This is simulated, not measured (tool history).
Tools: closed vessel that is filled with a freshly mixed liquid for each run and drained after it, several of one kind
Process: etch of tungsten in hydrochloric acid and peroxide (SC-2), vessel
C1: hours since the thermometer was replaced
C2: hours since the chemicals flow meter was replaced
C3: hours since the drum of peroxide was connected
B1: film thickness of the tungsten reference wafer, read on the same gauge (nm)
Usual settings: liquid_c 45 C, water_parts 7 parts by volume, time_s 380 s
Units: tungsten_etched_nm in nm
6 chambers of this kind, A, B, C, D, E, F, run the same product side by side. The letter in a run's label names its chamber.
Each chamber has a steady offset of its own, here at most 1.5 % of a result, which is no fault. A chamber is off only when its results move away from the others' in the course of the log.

run 1C day=0.217 | liquid_c=45 water_parts=7 time_s=380 | C1=1384.6 C2=813.2 C3=139.1 | B1=139.99 | tungsten_etched_nm=44.579
run 2A day=0.529 | liquid_c=45 water_parts=7 time_s=380 | C1=2286 C2=583.2 C3=154.5 | B1=140 | tungsten_etched_nm=44.944
-- day=0.562 chamber F: new drum of peroxide connected
-- day=0.808 chamber D: thermometer replaced
run 3F day=0.879 | liquid_c=45 water_parts=7 time_s=380 | C1=1389.9 C2=1275.6 C3=7.7 | B1=140 | tungsten_etched_nm=45.2
run 4B day=1.125 | liquid_c=45 water_parts=7 time_s=380 | C1=51.4 C2=350.4 C3=1287.4 | B1=140.02 | tungsten_etched_nm=44.186
run 5E day=1.475 | liquid_c=49.5 water_parts=5 time_s=380 | C1=225.6 C2=65.5 C3=362.6 | B1=139.99 | tungsten_etched_nm=77.599
run 6D day=1.671 | liquid_c=49.5 water_parts=5 time_s=380 | C1=20.8 C2=221.1 C3=40.9 | B1=140 | tungsten_etched_nm=78.497
run 7E day=1.95 | liquid_c=49.5 water_parts=5 time_s=380 | C1=237 C2=76.9 C3=374 | B1=139.99 | tungsten_etched_nm=77.722
run 8A day=2.321 | liquid_c=49.5 water_parts=5 time_s=380 | C1=2329 C2=626.2 C3=197.5 | B1=140 | tungsten_etched_nm=77.518
run 9C day=2.65 | liquid_c=49.5 water_parts=5 time_s=380 | C1=1443 C2=871.6 C3=197.5 | B1=140 | tungsten_etched_nm=79.084
run 10B day=3.017 | liquid_c=49.5 water_parts=5 time_s=380 | C1=96.8 C2=395.8 C3=1332.8 | B1=139.99 | tungsten_etched_nm=77.123
run 11D day=3.429 | liquid_c=45 water_parts=7 time_s=380 | C1=63 C2=263.3 C3=83.1 | B1=139.99 | tungsten_etched_nm=44.555
-- day=3.5 chamber B: new drum of peroxide connected
run 12F day=3.829 | liquid_c=45 water_parts=7 time_s=380 | C1=1460.7 C2=1346.4 C3=78.5 | B1=139.99 | tungsten_etched_nm=44.994
run 13D day=4.221 | liquid_c=45 water_parts=7 time_s=380 | C1=82 C2=282.3 C3=102.1 | B1=140.02 | tungsten_etched_nm=44.417
run 14F day=4.429 | liquid_c=45 water_parts=7 time_s=380 | C1=1475.1 C2=1360.8 C3=92.9 | B1=140 | tungsten_etched_nm=45.048
run 15A day=4.75 | liquid_c=45 water_parts=7 time_s=380 | C1=2387.3 C2=684.5 C3=255.8 | B1=140.01 | tungsten_etched_nm=44.242
run 16C day=4.975 | liquid_c=45 water_parts=7 time_s=380 | C1=1498.8 C2=927.4 C3=253.3 | B1=140.02 | tungsten_etched_nm=44.592
run 17E day=5.171 | liquid_c=45 water_parts=7 time_s=380 | C1=314.3 C2=154.2 C3=451.3 | B1=140.02 | tungsten_etched_nm=44.438
-- day=5.3 chamber F: chemicals flow meter replaced
run 18B day=5.412 | liquid_c=45 water_parts=7 time_s=380 | C1=154.3 C2=453.3 C3=46 | B1=140.01 | tungsten_etched_nm=44.259
run 19A day=5.604 | liquid_c=45 water_parts=7 time_s=380 | C1=2407.8 C2=705 C3=276.3 | B1=140.01 | tungsten_etched_nm=44.204
run 20D day=5.888 | liquid_c=45 water_parts=7 time_s=380 | C1=122 C2=322.3 C3=142.1 | B1=140.01 | tungsten_etched_nm=44.335
run 21B day=6.121 | liquid_c=45 water_parts=7 time_s=380 | C1=171.3 C2=470.3 C3=63 | B1=140 | tungsten_etched_nm=44.424
run 22F day=6.517 | liquid_c=48.5 water_parts=7 time_s=250 | C1=1525.2 C2=29.2 C3=143 | B1=139.98 | tungsten_etched_nm=37.927
-- day=6.75 chamber C: new drum of peroxide connected
run 23E day=6.892 | liquid_c=48.5 water_parts=7 time_s=250 | C1=355.6 C2=195.5 C3=492.6 | B1=140 | tungsten_etched_nm=37.093
run 24C day=7.188 | liquid_c=48.5 water_parts=7 time_s=250 | C1=1551.9 C2=980.5 C3=10.5 | B1=140.02 | tungsten_etched_nm=37.346
run 25E day=7.383 | liquid_c=48.5 water_parts=7 time_s=250 | C1=367.4 C2=207.3 C3=504.4 | B1=140.03 | tungsten_etched_nm=37.314
run 26B day=7.575 | liquid_c=48.5 water_parts=7 time_s=250 | C1=206.2 C2=505.2 C3=97.9 | B1=139.99 | tungsten_etched_nm=36.91
run 27F day=7.871 | liquid_c=48.5 water_parts=7 time_s=250 | C1=1557.7 C2=61.7 C3=175.5 | B1=139.98 | tungsten_etched_nm=37.78
run 28A day=8.25 | liquid_c=45 water_parts=7 time_s=380 | C1=2471.3 C2=768.5 C3=339.8 | B1=140.01 | tungsten_etched_nm=43.661
run 29C day=8.588 | liquid_c=45 water_parts=7 time_s=380 | C1=1585.5 C2=1014.1 C3=44.1 | B1=140 | tungsten_etched_nm=44.542
run 30D day=8.879 | liquid_c=45 water_parts=7 time_s=380 | C1=193.8 C2=394.1 C3=213.9 | B1=139.99 | tungsten_etched_nm=44.578
run 31E day=9.196 | liquid_c=45 water_parts=7 time_s=380 | C1=410.9 C2=250.8 C3=547.9 | B1=140 | tungsten_etched_nm=44.552
-- day=9.346 chamber D: chemicals flow meter replaced
run 32B day=9.396 | liquid_c=45 water_parts=7 time_s=230 | C1=249.9 C2=548.9 C3=141.6 | B1=139.99 | tungsten_etched_nm=26.863
run 33A day=9.6 | liquid_c=45 water_parts=7 time_s=230 | C1=2503.7 C2=800.9 C3=372.2 | B1=140.01 | tungsten_etched_nm=26.157
run 34C day=9.833 | liquid_c=45 water_parts=7 time_s=230 | C1=1615.4 C2=1044 C3=74 | B1=140.01 | tungsten_etched_nm=26.944
run 35D day=10.146 | liquid_c=45 water_parts=7 time_s=230 | C1=224.2 C2=19.2 C3=244.3 | B1=140.02 | tungsten_etched_nm=26.937
run 36F day=10.342 | liquid_c=45 water_parts=7 time_s=230 | C1=1617 C2=121 C3=234.8 | B1=139.99 | tungsten_etched_nm=27.126
run 37A day=10.533 | liquid_c=45 water_parts=7 time_s=230 | C1=2526.1 C2=823.3 C3=394.6 | B1=140.01 | tungsten_etched_nm=26.018
run 38C day=10.804 | liquid_c=45 water_parts=7 time_s=380 | C1=1638.7 C2=1067.3 C3=97.3 | B1=139.99 | tungsten_etched_nm=44.685
run 39E day=11.208 | liquid_c=45 water_parts=7 time_s=380 | C1=459.2 C2=299.1 C3=596.2 | B1=139.98 | tungsten_etched_nm=44.148

Is one chamber off against the others, does the gauge drift, or is nothing wrong? If a chamber is off, say which, and what the likeliest cause is.

Chamber A drifts away from the others.
Cause: peroxide weaker than its label (%) = 5.95.
The log may not tell that from: liquid colder than its thermometer reads (K); chemicals flow below the setpoint (%).

Here are 4 candidates for chamber A's next run, each the usual settings with a change, their results left as question marks. Which one brings its results back in line with what the others give on the usual settings?
In line means no further than this from the other chambers' mean on the usual settings: tungsten_etched_nm 0.65 nm
run 40A-1 day=11.512 | liquid_c=45 water_parts=7 time_s=350 | tungsten_etched_nm=?
run 40A-2 day=11.512 | liquid_c=45.5 water_parts=7 time_s=395 | tungsten_etched_nm=?
run 40A-3 day=11.512 | liquid_c=45.5 water_parts=7 time_s=385 | tungsten_etched_nm=?
run 40A-4 day=11.512 | liquid_c=44.5 water_parts=7 time_s=375 | tungsten_etched_nm=?

The other chambers' mean on the usual settings: tungsten_etched_nm 44.575 nm
run=40A-1 tungsten_etched_nm=39.098
run=40A-2 tungsten_etched_nm=45.666
run=40A-3 tungsten_etched_nm=44.51
run=40A-4 tungsten_etched_nm=40.472
40A-3 brings the chamber back in line.

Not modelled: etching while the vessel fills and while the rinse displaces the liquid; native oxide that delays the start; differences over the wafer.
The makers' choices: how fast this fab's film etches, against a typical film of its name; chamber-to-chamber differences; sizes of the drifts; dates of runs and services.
